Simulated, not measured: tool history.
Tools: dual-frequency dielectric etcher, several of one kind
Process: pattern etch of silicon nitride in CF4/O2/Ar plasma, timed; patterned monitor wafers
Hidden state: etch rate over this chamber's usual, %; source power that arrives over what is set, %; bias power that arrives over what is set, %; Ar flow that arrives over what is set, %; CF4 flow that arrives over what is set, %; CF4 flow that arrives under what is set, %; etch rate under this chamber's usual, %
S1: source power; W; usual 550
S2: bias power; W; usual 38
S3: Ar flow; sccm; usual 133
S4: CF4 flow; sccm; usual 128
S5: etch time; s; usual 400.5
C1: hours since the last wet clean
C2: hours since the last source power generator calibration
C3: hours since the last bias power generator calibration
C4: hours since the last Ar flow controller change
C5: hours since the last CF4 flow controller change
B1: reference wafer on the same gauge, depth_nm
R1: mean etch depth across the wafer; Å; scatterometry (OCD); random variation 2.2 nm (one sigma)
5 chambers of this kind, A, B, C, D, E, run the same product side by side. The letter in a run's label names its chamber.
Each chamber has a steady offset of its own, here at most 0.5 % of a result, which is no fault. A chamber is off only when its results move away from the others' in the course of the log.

Run 1D, hour 11.1: usual settings; C1 391.1; C2 2223.3; C3 3023.9; C4 1387.3; C5 3166.6; B1 838.07. Result: R1 7509.8 Å.
Run 2E, hour 21.2: usual settings; C1 129.6; C2 2762.3; C3 550.6; C4 4563.3; C5 2016.2; B1 838.10. Result: R1 7425.3 Å.
At hour 29.9: chamber B: CF4 flow controller replaced.
Run 3B, hour 31.2: usual settings; C1 264.8; C2 533.2; C3 1092.4; C4 753.2; C5 1.4; B1 838.00. Result: R1 7469.7 Å.
Run 4A, hour 42.9: usual settings; C1 259.3; C2 834.8; C3 3468.5; C4 1632.7; C5 1079.1; B1 837.43. Result: R1 7532.0 Å.
Run 5C, hour 50.0: usual settings; C1 273.1; C2 924.8; C3 1198.3; C4 3254.9; C5 3075.9; B1 837.55. Result: R1 7490.1 Å.
Run 6A, hour 57.3: usual settings; C1 273.7; C2 849.2; C3 3482.9; C4 1647.1; C5 1093.5; B1 837.83. Result: R1 7494.2 Å.
At hour 58.3: chamber D: wet clean of the chamber.
Run 7D, hour 68.5: usual settings; C1 10.2; C2 2280.7; C3 3081.3; C4 1444.7; C5 3224.0; B1 837.77. Result: R1 7450.8 Å.
Run 8B, hour 76.5: usual settings; C1 310.1; C2 578.5; C3 1137.7; C4 798.5; C5 46.7; B1 838.01. Result: R1 7479.1 Å.
Run 9C, hour 84.4: usual settings; C1 307.5; C2 959.2; C3 1232.7; C4 3289.3; C5 3110.3; B1 838.37. Result: R1 7462.1 Å.
Run 10E, hour 92.4: usual settings; C1 200.8; C2 2833.5; C3 621.8; C4 4634.5; C5 2087.4; B1 837.31. Result: R1 7463.5 Å.
Run 11C, hour 104.0: usual settings but S3 106 sccm; C1 327.1; C2 978.8; C3 1252.3; C4 3308.9; C5 3129.9; B1 837.45. Result: R1 7670.1 Å.
Run 12E, hour 112.1: usual settings but S3 106 sccm; C1 220.5; C2 2853.2; C3 641.5; C4 4654.2; C5 2107.1; B1 838.10. Result: R1 7685.5 Å.
At hour 118.6: chamber C: wet clean of the chamber.
Run 13D, hour 120.7: usual settings but S3 106 sccm; C1 62.4; C2 2332.9; C3 3133.5; C4 1496.9; C5 3276.2; B1 837.84. Result: R1 7737.6 Å.
Run 14B, hour 132.1: usual settings but S3 106 sccm; C1 365.7; C2 634.1; C3 1193.3; C4 854.1; C5 102.3; B1 837.77. Result: R1 7722.4 Å.
Run 15A, hour 138.7: usual settings but S3 106 sccm; C1 355.1; C2 930.6; C3 3564.3; C4 1728.5; C5 1174.9; B1 838.15. Result: R1 7746.5 Å.
Run 16A, hour 151.8: usual settings; C1 368.2; C2 943.7; C3 3577.4; C4 1741.6; C5 1188.0; B1 837.95. Result: R1 7484.9 Å.
Run 17B, hour 164.3: usual settings; C1 397.9; C2 666.3; C3 1225.5; C4 886.3; C5 134.5; B1 837.49. Result: R1 7485.2 Å.
Run 18D, hour 170.1: usual settings; C1 111.8; C2 2382.3; C3 3182.9; C4 1546.3; C5 3325.6; B1 837.96. Result: R1 7477.7 Å.
Run 19E, hour 176.5: usual settings; C1 284.9; C2 2917.6; C3 705.9; C4 4718.6; C5 2171.5; B1 837.72. Result: R1 7436.7 Å.
Run 20C, hour 185.7: usual settings; C1 67.1; C2 1060.5; C3 1334.0; C4 3390.6; C5 3211.6; B1 837.84. Result: R1 7435.7 Å.
Run 21C, hour 197.4: usual settings; C1 78.8; C2 1072.2; C3 1345.7; C4 3402.3; C5 3223.3; B1 838.10. Result: R1 7453.3 Å.
Run 22D, hour 205.0: usual settings; C1 146.7; C2 2417.2; C3 3217.8; C4 1581.2; C5 3360.5; B1 837.86. Result: R1 7521.7 Å.
Run 23B, hour 210.9: usual settings; C1 444.5; C2 712.9; C3 1272.1; C4 932.9; C5 181.1; B1 836.94. Result: R1 7468.2 Å.
Run 24A, hour 217.7: usual settings but S1 490 W, S5 505.5 s; C1 434.1; C2 1009.6; C3 3643.3; C4 1807.5; C5 1253.9; B1 838.50. Result: R1 8548.2 Å.
Run 25E, hour 224.1: usual settings but S1 490 W, S5 505.5 s; C1 332.5; C2 2965.2; C3 753.5; C4 4766.2; C5 2219.1; B1 837.62. Result: R1 8474.4 Å.
Run 26B, hour 233.8: usual settings but S1 490 W, S5 505.5 s; C1 467.4; C2 735.8; C3 1295.0; C4 955.8; C5 204.0; B1 838.04. Result: R1 8517.7 Å.
Run 27C, hour 247.2: usual settings but S1 490 W, S5 505.5 s; C1 128.6; C2 1122.0; C3 1395.5; C4 3452.1; C5 3273.1; B1 837.75. Result: R1 8503.3 Å.
Run 28E, hour 260.1: usual settings but S1 490 W, S5 505.5 s; C1 368.5; C2 3001.2; C3 789.5; C4 4802.2; C5 2255.1; B1 837.43. Result: R1 8478.0 Å.
Run 29A, hour 267.8: usual settings; C1 484.2; C2 1059.7; C3 3693.4; C4 1857.6; C5 1304.0; B1 837.45. Result: R1 7496.8 Å.
Run 30D, hour 276.2: usual settings but S1 480 W; C1 217.9; C2 2488.4; C3 3289.0; C4 1652.4; C5 3431.7; B1 837.92. Result: R1 6641.0 Å.
Run 31D, hour 287.4: usual settings but S1 480 W; C1 229.1; C2 2499.6; C3 3300.2; C4 1663.6; C5 3442.9; B1 837.80. Result: R1 6664.2 Å.
Run 32C, hour 294.6: usual settings but S1 480 W; C1 176.0; C2 1169.4; C3 1442.9; C4 3499.5; C5 3320.5; B1 837.97. Result: R1 6570.8 Å.
At hour 299.4: chamber A: wet clean of the chamber.
Run 33A, hour 306.4: usual settings but S1 480 W; C1 7.0; C2 1098.3; C3 3732.0; C4 1896.2; C5 1342.6; B1 837.94. Result: R1 6653.9 Å.
Run 34B, hour 314.0: usual settings but S1 480 W; C1 547.6; C2 816.0; C3 1375.2; C4 1036.0; C5 284.2; B1 838.39. Result: R1 6618.9 Å.
Run 35E, hour 321.2: usual settings; C1 429.6; C2 3062.3; C3 850.6; C4 4863.3; C5 2316.2; B1 837.94. Result: R1 7489.2 Å.

What goes on in this fleet: one chamber off, a drifting gauge, or nothing beyond the chambers' own small offsets? Name the chamber and the cause, if any.

No chamber stands off beyond its own small offset, and the gauge holds steady.

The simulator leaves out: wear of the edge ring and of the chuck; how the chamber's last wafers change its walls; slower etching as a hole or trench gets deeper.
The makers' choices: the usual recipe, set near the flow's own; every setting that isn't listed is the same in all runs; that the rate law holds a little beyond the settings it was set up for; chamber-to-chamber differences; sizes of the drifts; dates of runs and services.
